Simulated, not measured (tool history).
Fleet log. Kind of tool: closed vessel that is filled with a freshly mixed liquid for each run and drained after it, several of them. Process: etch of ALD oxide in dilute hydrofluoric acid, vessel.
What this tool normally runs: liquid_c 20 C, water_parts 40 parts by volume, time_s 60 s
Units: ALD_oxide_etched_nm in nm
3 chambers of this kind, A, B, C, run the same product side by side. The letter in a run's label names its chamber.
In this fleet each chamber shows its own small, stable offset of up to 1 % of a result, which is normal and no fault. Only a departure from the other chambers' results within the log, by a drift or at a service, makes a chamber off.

| run | hour | liquid_c | water_parts | time_s | read-back film thickness of the ALD oxide reference wafer, read on the same gauge (nm) | ALD_oxide_etched_nm |
|---|---|---|---|---|---|---|
| 1A | 5.8 | 20 | 40 | 60 | 130.02 | 15.528 |
| 2B | 11.5 | 20 | 40 | 60 | 129.99 | 15.819 |
| 3C | 17.9 | 20 | 40 | 60 | 129.99 | 15.745 |
| 4B | 21.6 | 20 | 40 | 60 | 130 | 15.941 |
| 5A | 27.2 | 20 | 40 | 60 | 130.05 | 15.664 |
| 6C | 33 | 20 | 40 | 60 | 130.01 | 15.974 |
| 7B | 37.7 | 20 | 40 | 60 | 130.01 | 15.844 |
| 8A | 42.2 | 20 | 40 | 60 | 130.01 | 15.687 |
| 9C | 49 | 20 | 40 | 60 | 130.03 | 15.901 |
| 10B | 54.1 | 23 | 40 | 45 | 130 | 13.422 |
| 11C | 58 | 23 | 40 | 45 | 129.99 | 13.717 |
| 12A | 61.5 | 23 | 40 | 45 | 130.01 | 13.27 |
| 13A | 65 | 24 | 40 | 60 | 130 | 18.636 |
| 14B | 69.5 | 24 | 40 | 60 | 130.01 | 18.573 |
| 15C | 74.9 | 24 | 40 | 60 | 129.99 | 18.666 |
| 16A | 80.7 | 20 | 40 | 60 | 130.02 | 15.791 |
| 17B | 84.7 | 20 | 40 | 60 | 130.01 | 15.643 |
| 18C | 92.2 | 20 | 40 | 60 | 130 | 15.759 |
| 19B | 99.8 | 20 | 40 | 60 | 130.01 | 15.867 |
| 20A | 104 | 20 | 40 | 60 | 129.99 | 15.766 |
| 21C | 107.5 | 20 | 40 | 60 | 129.97 | 15.764 |
| 22B | 111 | 20 | 40 | 60 | 130 | 15.866 |
| 23A | 115.9 | 20 | 40 | 60 | 129.97 | 15.688 |
| 24C | 123.4 | 17 | 55 | 60 | 130.01 | 9.9796 |
| 25B | 129.1 | 17 | 55 | 60 | 130 | 9.8421 |
| 26A | 135.7 | 17 | 55 | 60 | 129.97 | 9.7254 |
| 27C | 142.2 | 20 | 40 | 60 | 129.97 | 15.906 |
| 28C | 145.9 | 20 | 40 | 60 | 130.01 | 15.652 |
| 29A | 150.8 | 20 | 40 | 60 | 129.93 | 15.418 |
| 30B | 154 | 20 | 40 | 35 | 130 | 9.2714 |
| 31C | 160.8 | 20 | 40 | 35 | 129.99 | 9.1864 |
| 32B | 167.4 | 20 | 40 | 35 | 130 | 9.1796 |
| 33A | 172.3 | 20 | 40 | 60 | 129.96 | 15.748 |
| 34C | 175.9 | 20 | 40 | 60 | 129.98 | 15.767 |
| 35A | 182 | 20 | 40 | 60 | 130 | 15.594 |

Predict what each chamber gives when all 3 of them run the settings below next.
| 36A | 187.4 | 22 | 40 | 60 |  | ? |
| 36B | 187.4 | 22 | 40 | 60 |  | ? |
| 36C | 187.4 | 22 | 40 | 60 |  | ? |

| run | ALD_oxide_etched_nm |
|---|---|
| 36A | 17.013 |
| 36B | 17.191 |
| 36C | 17.219 |
